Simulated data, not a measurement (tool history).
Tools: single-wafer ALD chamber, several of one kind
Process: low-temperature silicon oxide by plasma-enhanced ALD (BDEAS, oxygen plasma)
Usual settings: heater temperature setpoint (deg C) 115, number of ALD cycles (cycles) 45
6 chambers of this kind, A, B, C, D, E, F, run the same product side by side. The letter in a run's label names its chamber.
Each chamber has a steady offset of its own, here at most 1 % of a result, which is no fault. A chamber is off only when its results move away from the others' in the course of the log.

run   hour  heater temperature setpoint (deg C)  number of ALD cycles (cycles)  hours since the last thermocouple change  read-back reference wafer on the same gauge, thickness_nm  mean film thickness on the monitor wafer (nm)
 1D    9.0                                  115                             45                                    1553.9                                                     5.6812                                         6.2661
 2A   16.4                                  115                             45                                    2835.7                                                     5.6802                                         6.2577
 3E   21.2                                  115                             45                                    1606.9                                                     5.6812                                         6.2491
 4C   27.0                                  115                             45                                    1446.3                                                     5.6834                                         6.2330
      27.8  -- chamber B: thermocouple changed; heater temperature recalibrated
 5B   31.9                                  115                             45                                       4.1                                                     5.6854                                         6.3126
 6F   40.8                                  127                             45                                    1556.2                                                     5.6853                                         6.1764
 7C   47.1                                  127                             45                                    1466.4                                                     5.6862                                         6.0927
      52.6  -- chamber A: thermocouple changed; heater temperature recalibrated
 8E   52.7                                  127                             45                                    1638.4                                                     5.6848                                         6.1040
 9D   61.0                                  127                             45                                    1605.9                                                     5.6862                                         6.1334
10A   67.4                                  127                             45                                      14.9                                                     5.6869                                         6.1120
11F   74.8                                  127                             45                                    1590.2                                                     5.6861                                         6.1772
12B   81.6                                  115                             45                                      53.8                                                     5.6908                                         6.3215
13F   87.5                                  115                             45                                    1602.9                                                     5.6912                                         6.3182
14D   92.1                                  115                             52                                    1637.0                                                     5.6903                                         7.2450
15B   97.9                                  115                             52                                      70.1                                                     5.6913                                         7.2819
16E  103.3                                  115                             52                                    1689.0                                                     5.6922                                         7.2390
17C  109.8                                  115                             52                                    1529.1                                                     5.6934                                         7.2180
18A  117.5                                  115                             52                                      65.0                                                     5.6945                                         7.2463
19A  123.1                                  115                             52                                      70.6                                                     5.6952                                         7.2166
20F  131.0                                  129                             37                                    1646.4                                                     5.6970                                         5.0580
21C  137.8                                  129                             37                                    1557.1                                                     5.6958                                         5.0114
22E  143.6                                  129                             37                                    1729.3                                                     5.6961                                         5.0116
23B  151.5                                  129                             37                                     123.7                                                     5.6989                                         5.0776
24D  158.9                                  129                             37                                    1703.8                                                     5.7010                                         5.0409
25A  163.2                                  129                             37                                     110.7                                                     5.7005                                         5.0269
26E  171.7                                  115                             50                                    1757.4                                                     5.7019                                         6.9534
27C  175.9                                  115                             50                                    1595.2                                                     5.7031                                         6.9417
28F  180.9                                  115                             50                                    1696.3                                                     5.7025                                         7.0213
29B  188.3                                  115                             50                                     160.5                                                     5.7046                                         7.0362
30D  193.4                                  115                             50                                    1738.3                                                     5.7046                                         6.9999
31E  197.9                                  115                             50                                    1783.6                                                     5.7038                                         6.9796
32A  206.2                                  115                             45                                     153.7                                                     5.7090                                         6.2791
33F  210.5                                  115                             45                                    1725.9                                                     5.7044                                         6.3286
34D  217.0                                  115                             45                                    1761.9                                                     5.7060                                         6.2974
35B  222.7                                  115                             45                                     194.9                                                     5.7086                                         6.3371
36C  231.0                                  115                             45                                    1650.3                                                     5.7124                                         6.2443
37C  239.7                                  115                             45                                    1659.0                                                     5.7128                                         6.2743
38D  245.4                                  115                             45                                    1790.3                                                     5.7105                                         6.2954
39B  254.3                                  115                             45                                     226.5                                                     5.7100                                         6.3402
40E  261.3                                  115                             45                                    1847.0                                                     5.7138                                         6.2726
41A  267.3                                  115                             45                                     214.8                                                     5.7143                                         6.3022
42F  272.9                                  115                             45                                    1788.3                                                     5.7130                                         6.3376
43E  281.3                                  115                             45                                    1867.0                                                     5.7158                                         6.3036
44B  290.0                                  129                             45                                     262.2                                                     5.7149                                         6.1641

What goes on in this fleet: one chamber off, a drifting gauge, or nothing beyond the chambers' own small offsets? Name the chamber and the cause, if any.

The gauge drifts, so all chambers seem to drift together. No chamber is off.
Cause: gauge reads high (%) = 0.665.
